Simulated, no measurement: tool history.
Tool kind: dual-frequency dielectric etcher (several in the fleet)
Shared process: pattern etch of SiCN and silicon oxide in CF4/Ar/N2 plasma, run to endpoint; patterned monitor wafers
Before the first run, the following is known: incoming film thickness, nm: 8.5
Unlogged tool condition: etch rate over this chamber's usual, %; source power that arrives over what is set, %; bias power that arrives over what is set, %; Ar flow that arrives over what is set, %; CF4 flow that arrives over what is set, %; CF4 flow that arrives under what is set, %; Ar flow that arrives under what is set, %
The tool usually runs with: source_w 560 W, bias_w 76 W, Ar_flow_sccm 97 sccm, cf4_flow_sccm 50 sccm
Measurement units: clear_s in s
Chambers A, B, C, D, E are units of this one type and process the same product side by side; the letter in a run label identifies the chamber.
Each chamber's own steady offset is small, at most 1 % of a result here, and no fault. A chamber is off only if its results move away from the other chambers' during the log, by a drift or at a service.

| run | hour | source_w | bias_w | Ar_flow_sccm | cf4_flow_sccm | hours since the last wet clean | hours since the last source power generator calibration | hours since the last bias power generator calibration | hours since the last Ar flow controller change | hours since the last CF4 flow controller change | clear_s |
|---|---|---|---|---|---|---|---|---|---|---|---|
|  | 5.9 | chamber A: source power generator calibrated |
| 1A | 6.6 | 560 | 76 | 97 | 50 | 480.4 | 0.7 | 1810.6 | 2849 | 2071.9 | 8.3768 |
| 2E | 13 | 560 | 76 | 97 | 50 | 176 | 1969.8 | 2878.5 | 1004.6 | 3668.9 | 8.5042 |
| 3D | 22.5 | 560 | 76 | 97 | 50 | 594.4 | 2604.1 | 2952.4 | 2483.8 | 2066.8 | 8.3393 |
|  | 25.9 | chamber D: wet clean of the chamber |
| 4B | 30 | 560 | 76 | 97 | 50 | 195.4 | 2348.3 | 588.8 | 3842.6 | 2697.8 | 8.3412 |
| 5C | 40.4 | 560 | 76 | 97 | 50 | 386.4 | 980.9 | 1460.7 | 2860.3 | 3964.3 | 8.3656 |
|  | 44.4 | chamber A: wet clean of the chamber |
| 6C | 52.8 | 620 | 76 | 74 | 50 | 398.8 | 993.3 | 1473.1 | 2872.7 | 3976.7 | 7.2951 |
| 7D | 65.1 | 620 | 76 | 74 | 50 | 39.2 | 2646.7 | 2995 | 2526.4 | 2109.4 | 7.2063 |
| 8A | 71.5 | 620 | 76 | 74 | 50 | 27.1 | 65.6 | 1875.5 | 2913.9 | 2136.8 | 7.3544 |
| 9E | 78.4 | 620 | 76 | 74 | 50 | 241.4 | 2035.2 | 2943.9 | 1070 | 3734.3 | 7.3819 |
| 10B | 85.4 | 620 | 76 | 74 | 50 | 250.8 | 2403.7 | 644.2 | 3898 | 2753.2 | 7.3318 |
| 11A | 96.8 | 560 | 76 | 97 | 50 | 52.4 | 90.9 | 1900.8 | 2939.2 | 2162.1 | 8.3779 |
| 12B | 104.6 | 560 | 76 | 97 | 50 | 270 | 2422.9 | 663.4 | 3917.2 | 2772.4 | 8.3734 |
| 13C | 111.3 | 560 | 76 | 97 | 50 | 457.3 | 1051.8 | 1531.6 | 2931.2 | 4035.2 | 8.1922 |
| 14E | 120 | 560 | 76 | 97 | 50 | 283 | 2076.8 | 2985.5 | 1111.6 | 3775.9 | 8.4329 |
| 15D | 128 | 560 | 76 | 97 | 50 | 102.1 | 2709.6 | 3057.9 | 2589.3 | 2172.3 | 8.353 |
| 16B | 133.8 | 560 | 76 | 97 | 50 | 299.2 | 2452.1 | 692.6 | 3946.4 | 2801.6 | 8.3503 |
| 17E | 141.2 | 560 | 76 | 97 | 50 | 304.2 | 2098 | 3006.7 | 1132.8 | 3797.1 | 8.3804 |
| 18A | 152.1 | 560 | 76 | 97 | 50 | 107.7 | 146.2 | 1956.1 | 2994.5 | 2217.4 | 8.3434 |
|  | 157.6 | chamber E: wet clean of the chamber |
| 19D | 159.5 | 560 | 76 | 115 | 50 | 133.6 | 2741.1 | 3089.4 | 2620.8 | 2203.8 | 8.5714 |
| 20C | 166.7 | 560 | 76 | 115 | 50 | 512.7 | 1107.2 | 1587 | 2986.6 | 4090.6 | 8.3891 |
| 21D | 177.6 | 560 | 76 | 115 | 50 | 151.7 | 2759.2 | 3107.5 | 2638.9 | 2221.9 | 8.5335 |
| 22C | 187.6 | 560 | 76 | 115 | 50 | 533.6 | 1128.1 | 1607.9 | 3007.5 | 4111.5 | 8.3428 |
| 23A | 193.7 | 560 | 76 | 115 | 50 | 149.3 | 187.8 | 1997.7 | 3036.1 | 2259 | 8.6308 |
| 24E | 201 | 560 | 76 | 97 | 50 | 43.5 | 2157.8 | 3066.5 | 1192.6 | 3856.9 | 8.3846 |
| 25B | 207.5 | 560 | 86 | 112 | 50 | 372.9 | 2525.8 | 766.3 | 4020.1 | 2875.3 | 8.1845 |
|  | 213.8 | chamber A: CF4 flow controller replaced |
| 26E | 215.8 | 560 | 86 | 112 | 50 | 58.3 | 2172.6 | 3081.3 | 1207.4 | 3871.7 | 8.2777 |
| 27B | 227.5 | 560 | 86 | 112 | 50 | 392.9 | 2545.8 | 786.3 | 4040.1 | 2895.3 | 8.2782 |
| 28A | 235.2 | 560 | 86 | 112 | 50 | 190.8 | 229.3 | 2039.2 | 3077.6 | 21.5 | 8.229 |
| 29D | 243.8 | 560 | 86 | 112 | 50 | 217.9 | 2825.4 | 3173.7 | 2705.1 | 2288.1 | 8.1231 |
| 30C | 250 | 560 | 76 | 97 | 50 | 596 | 1190.5 | 1670.3 | 3069.9 | 4173.9 | 8.0525 |
| 31E | 261 | 560 | 76 | 97 | 50 | 103.5 | 2217.8 | 3126.5 | 1252.6 | 3916.9 | 8.4021 |
| 32C | 267.9 | 560 | 76 | 97 | 50 | 613.9 | 1208.4 | 1688.2 | 3087.8 | 4191.8 | 7.9383 |
| 33A | 274.5 | 560 | 76 | 97 | 50 | 230.1 | 268.6 | 2078.5 | 3116.9 | 60.8 | 8.3826 |
|  | 279.7 | chamber B: wet clean of the chamber |
| 34B | 281.7 | 560 | 76 | 97 | 50 | 2 | 2600 | 840.5 | 4094.3 | 2949.5 | 8.3206 |
| 35D | 288.5 | 460 | 76 | 97 | 50 | 262.6 | 2870.1 | 3218.4 | 2749.8 | 2332.8 | 9.8866 |
| 36A | 299.6 | 460 | 76 | 97 | 50 | 255.2 | 293.7 | 2103.6 | 3142 | 85.9 | 10.012 |
| 37B | 309.4 | 460 | 76 | 97 | 50 | 29.7 | 2627.7 | 868.2 | 4122 | 2977.2 | 9.9285 |

Is one chamber off against the others, does the gauge drift, or is nothing wrong? If a chamber is off, say which, and what the likeliest cause is.

Chamber C drifts away from the others.
Cause: etch rate over this chamber's usual, % = 5.51.

Below are 4 candidate recipes for chamber C's next run, each the usual settings with a change, their results shown as question marks. Which of them brings C's results back in line with what the other chambers give on the usual settings?
A result is in line if it is within this distance of the other chambers' mean on the usual settings: clear_s 0.17 s
| 38C-1 | 318.5 | 510 | 73 | 99 | 49 |  |  |  |  |  | ? |
| 38C-2 | 318.5 | 630 | 76 | 97 | 51 |  |  |  |  |  | ? |
| 38C-3 | 318.5 | 560 | 76 | 114 | 41 |  |  |  |  |  | ? |
| 38C-4 | 318.5 | 590 | 78 | 97 | 50 |  |  |  |  |  | ? |

Mean of the other chambers on the usual settings: clear_s 8.3834 s
| run | clear_s |
|---|---|
| 38C-1 | 8.7511 |
| 38C-2 | 7.0991 |
| 38C-3 | 8.3863 |
| 38C-4 | 7.4764 |
38C-3 puts the chamber back in line with the other chambers.

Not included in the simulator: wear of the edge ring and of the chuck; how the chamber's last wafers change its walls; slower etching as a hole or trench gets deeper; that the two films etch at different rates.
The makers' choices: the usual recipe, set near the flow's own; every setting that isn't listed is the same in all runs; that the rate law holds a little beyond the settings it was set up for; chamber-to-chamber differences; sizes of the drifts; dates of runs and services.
